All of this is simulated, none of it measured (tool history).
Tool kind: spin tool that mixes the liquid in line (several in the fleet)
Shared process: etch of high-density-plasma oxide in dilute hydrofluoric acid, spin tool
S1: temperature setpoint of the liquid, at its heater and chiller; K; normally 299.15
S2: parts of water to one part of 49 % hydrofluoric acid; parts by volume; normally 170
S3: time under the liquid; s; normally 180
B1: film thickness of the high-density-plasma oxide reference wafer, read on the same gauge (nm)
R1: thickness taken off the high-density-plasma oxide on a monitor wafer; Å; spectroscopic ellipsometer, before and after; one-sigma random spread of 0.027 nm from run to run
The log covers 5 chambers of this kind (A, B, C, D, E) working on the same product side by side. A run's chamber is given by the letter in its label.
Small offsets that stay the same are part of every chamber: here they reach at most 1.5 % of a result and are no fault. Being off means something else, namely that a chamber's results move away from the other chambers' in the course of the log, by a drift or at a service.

{"run": "1A", "hour": 3.9, "S1": 299.15, "S2": 170, "S3": 180, "B1": 139.98, "R1": 70.142}
{"run": "2E", "hour": 8.7, "S1": 299.15, "S2": 170, "S3": 180, "B1": 139.99, "R1": 71.239}
{"run": "3B", "hour": 12.3, "S1": 299.15, "S2": 170, "S3": 180, "B1": 140.03, "R1": 69.902}
{"run": "4D", "hour": 16.5, "S1": 299.15, "S2": 170, "S3": 180, "B1": 140.05, "R1": 69.172}
{"run": "5C", "hour": 19.5, "S1": 299.15, "S2": 170, "S3": 180, "B1": 139.98, "R1": 69.538}
{"run": "6B", "hour": 24.5, "S1": 299.15, "S2": 170, "S3": 180, "B1": 139.97, "R1": 69.576}
{"run": "7E", "hour": 27.4, "S1": 299.15, "S2": 170, "S3": 180, "B1": 140.01, "R1": 70.496}
{"run": "8D", "hour": 33.0, "S1": 299.15, "S2": 170, "S3": 180, "B1": 139.95, "R1": 69.338}
{"run": "9A", "hour": 37.7, "S1": 299.15, "S2": 170, "S3": 180, "B1": 139.99, "R1": 69.959}
{"run": "10C", "hour": 41.9, "S1": 299.15, "S2": 170, "S3": 180, "B1": 140.01, "R1": 69.763}
{"run": "11A", "hour": 47.4, "S1": 299.15, "S2": 170, "S3": 180, "B1": 140.05, "R1": 70.095}
{"run": "12B", "hour": 51.9, "S1": 302.15, "S2": 170, "S3": 125, "B1": 139.97, "R1": 53.312}
{"run": "13E", "hour": 55.0, "S1": 302.15, "S2": 170, "S3": 125, "B1": 139.99, "R1": 55.149}
{"run": "14D", "hour": 59.0, "S1": 302.15, "S2": 170, "S3": 125, "B1": 140.01, "R1": 53.698}
{"run": "15C", "hour": 62.6, "S1": 302.15, "S2": 170, "S3": 125, "B1": 140.03, "R1": 53.989}
{"run": "16A", "hour": 65.4, "S1": 302.15, "S2": 170, "S3": 125, "B1": 139.99, "R1": 53.912}
{"run": "17D", "hour": 69.8, "S1": 299.15, "S2": 170, "S3": 180, "B1": 140.0, "R1": 69.086}
{"run": "18C", "hour": 73.1, "S1": 299.15, "S2": 170, "S3": 180, "B1": 140.0, "R1": 70.191}
{"run": "19B", "hour": 77.9, "S1": 299.15, "S2": 170, "S3": 180, "B1": 139.96, "R1": 68.715}
{"run": "20E", "hour": 82.0, "S1": 301.15, "S2": 170, "S3": 135, "B1": 140.0, "R1": 57.142}
{"run": "21E", "hour": 87.3, "S1": 301.15, "S2": 170, "S3": 135, "B1": 139.99, "R1": 57.0}
{"run": "22C", "hour": 91.7, "S1": 301.15, "S2": 170, "S3": 135, "B1": 139.95, "R1": 56.454}
{"run": "23D", "hour": 95.0, "S1": 301.15, "S2": 170, "S3": 135, "B1": 140.0, "R1": 56.157}
{"run": "24A", "hour": 100.9, "S1": 301.15, "S2": 170, "S3": 135, "B1": 140.0, "R1": 56.463}
{"run": "25B", "hour": 106.7, "S1": 299.15, "S2": 170, "S3": 180, "B1": 140.01, "R1": 67.667}
{"run": "26A", "hour": 111.2, "S1": 299.15, "S2": 170, "S3": 180, "B1": 139.99, "R1": 69.197}
{"run": "27E", "hour": 114.2, "S1": 299.15, "S2": 170, "S3": 180, "B1": 139.97, "R1": 70.952}
{"run": "28C", "hour": 117.6, "S1": 299.15, "S2": 230, "S3": 290, "B1": 139.98, "R1": 77.689}
{"run": "29D", "hour": 121.0, "S1": 299.15, "S2": 230, "S3": 290, "B1": 140.0, "R1": 77.354}
{"run": "30B", "hour": 124.8, "S1": 299.15, "S2": 230, "S3": 290, "B1": 140.06, "R1": 75.405}
{"run": "31C", "hour": 130.7, "S1": 299.15, "S2": 230, "S3": 290, "B1": 140.0, "R1": 77.768}
{"run": "32D", "hour": 135.4, "S1": 299.15, "S2": 230, "S3": 290, "B1": 139.97, "R1": 77.259}

Next, every chamber runs the same settings. What will each give?
{"run": "33A", "hour": 139.6, "S1": 299.15, "S2": 170, "S3": 180, "R1": "?"}
{"run": "33B", "hour": 139.6, "S1": 299.15, "S2": 170, "S3": 180, "R1": "?"}
{"run": "33C", "hour": 139.6, "S1": 299.15, "S2": 170, "S3": 180, "R1": "?"}
{"run": "33D", "hour": 139.6, "S1": 299.15, "S2": 170, "S3": 180, "R1": "?"}
{"run": "33E", "hour": 139.6, "S1": 299.15, "S2": 170, "S3": 180, "R1": "?"}

run=33A R1=69.204
run=33B R1=67.599
run=33C R1=69.849
run=33D R1=69.194
run=33E R1=70.954
